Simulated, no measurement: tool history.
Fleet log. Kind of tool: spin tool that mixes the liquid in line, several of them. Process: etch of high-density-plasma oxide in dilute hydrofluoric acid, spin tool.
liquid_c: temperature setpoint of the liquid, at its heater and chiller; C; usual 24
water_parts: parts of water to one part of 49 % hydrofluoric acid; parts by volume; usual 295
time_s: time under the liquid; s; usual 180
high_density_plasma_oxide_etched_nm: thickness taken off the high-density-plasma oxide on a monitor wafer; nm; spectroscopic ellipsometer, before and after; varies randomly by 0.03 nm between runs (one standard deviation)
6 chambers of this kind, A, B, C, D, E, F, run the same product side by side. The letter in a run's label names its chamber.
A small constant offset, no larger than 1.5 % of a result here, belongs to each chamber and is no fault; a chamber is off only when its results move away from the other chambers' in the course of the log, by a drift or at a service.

run,hour,liquid_c,water_parts,time_s,"read-back film thickness of the high-density-plasma oxide reference wafer, read on the same gauge (nm)",high_density_plasma_oxide_etched_nm
1B,2.1,24,295,180,149.98,3.0815
2C,4,24,295,180,150.02,3.082
3E,6.1,24,295,180,149.99,2.981
4F,8.1,24,295,180,150.01,3.0405
5D,10,24,295,180,150.01,3.1145
6A,12.6,24,295,180,150.02,3.0341
7D,15.6,20,295,180,150.02,2.6374
8B,18.1,20,295,180,149.98,2.6913
9C,20.9,20,295,180,149.99,2.6837
10F,23.1,20,295,180,150,2.6957
11E,27,20,295,180,150.01,2.6526
12A,28.9,20,295,180,150,2.6592
13D,31.2,24,295,180,150.01,3.1272
14B,34,24,295,180,149.99,3.0932
15C,37,24,295,180,150.01,3.1468
16E,41.2,24,295,180,150.02,3.0575
17F,44.8,24,295,180,150.02,3.0752
18A,47.4,24,295,180,149.99,3.1114
19A,49.5,24,240,180,150.01,3.9781
20B,52.4,24,240,180,149.98,4.0453
21F,56.4,24,240,180,149.99,3.81
22C,59.6,24,240,180,150,4.094
23E,61.6,24,240,180,149.99,3.8823
24D,64.7,24,240,180,150.02,3.9426
25C,67,24,295,180,150.01,3.1226
# hour 69.1: chamber B: thermometer replaced
26F,70,24,295,180,149.97,2.9436
27E,73.4,24,295,180,150.02,3.0527
28A,75.4,24,295,180,149.98,3.1465
29B,77.6,24,295,180,149.97,3.0845
30D,81.5,24,295,180,150.02,3.0505
31A,83.6,24,295,180,149.99,3.0437
32B,87.6,24,295,180,150,3.1015
33D,91.5,24,295,180,150.01,3.0863
34F,94.1,24,295,180,150,2.8205
35C,97.1,24,295,180,149.97,3.0679
36E,100.7,24,295,180,150,3.0047
37A,104.8,24,295,180,150,3.0712

Is one chamber out of step, is the gauge drifting, or do the chambers differ by no more than their own small offsets? For an off chamber, give its letter and the likeliest cause.

It is chamber F that slowly wanders off from its peers.
Likeliest cause: hydrofluoric acid flow below the setpoint (%) = 7.89.
The log might look much the same if the cause were instead: liquid colder than its thermometer reads (K).

Chamber F could run next with any of the 4 candidate recipes listed below; each alters the usual settings, and their results appear as question marks. Which one brings its results back in line with what the other chambers deliver on the usual settings?
In line means no further than this from the other chambers' mean on the usual settings: high_density_plasma_oxide_etched_nm 0.11 nm
38F-1,107.8,24,305,170,,?
38F-2,107.8,24,295,185,,?
38F-3,107.8,24,275,180,,?
38F-4,107.8,24,300,180,,?

What the other chambers average on the usual settings: high_density_plasma_oxide_etched_nm 3.0726 nm
run,high_density_plasma_oxide_etched_nm
38F-1,2.5177
38F-2,2.861
38F-3,3.0466
38F-4,2.7237
38F-3 brings the chamber back in line.
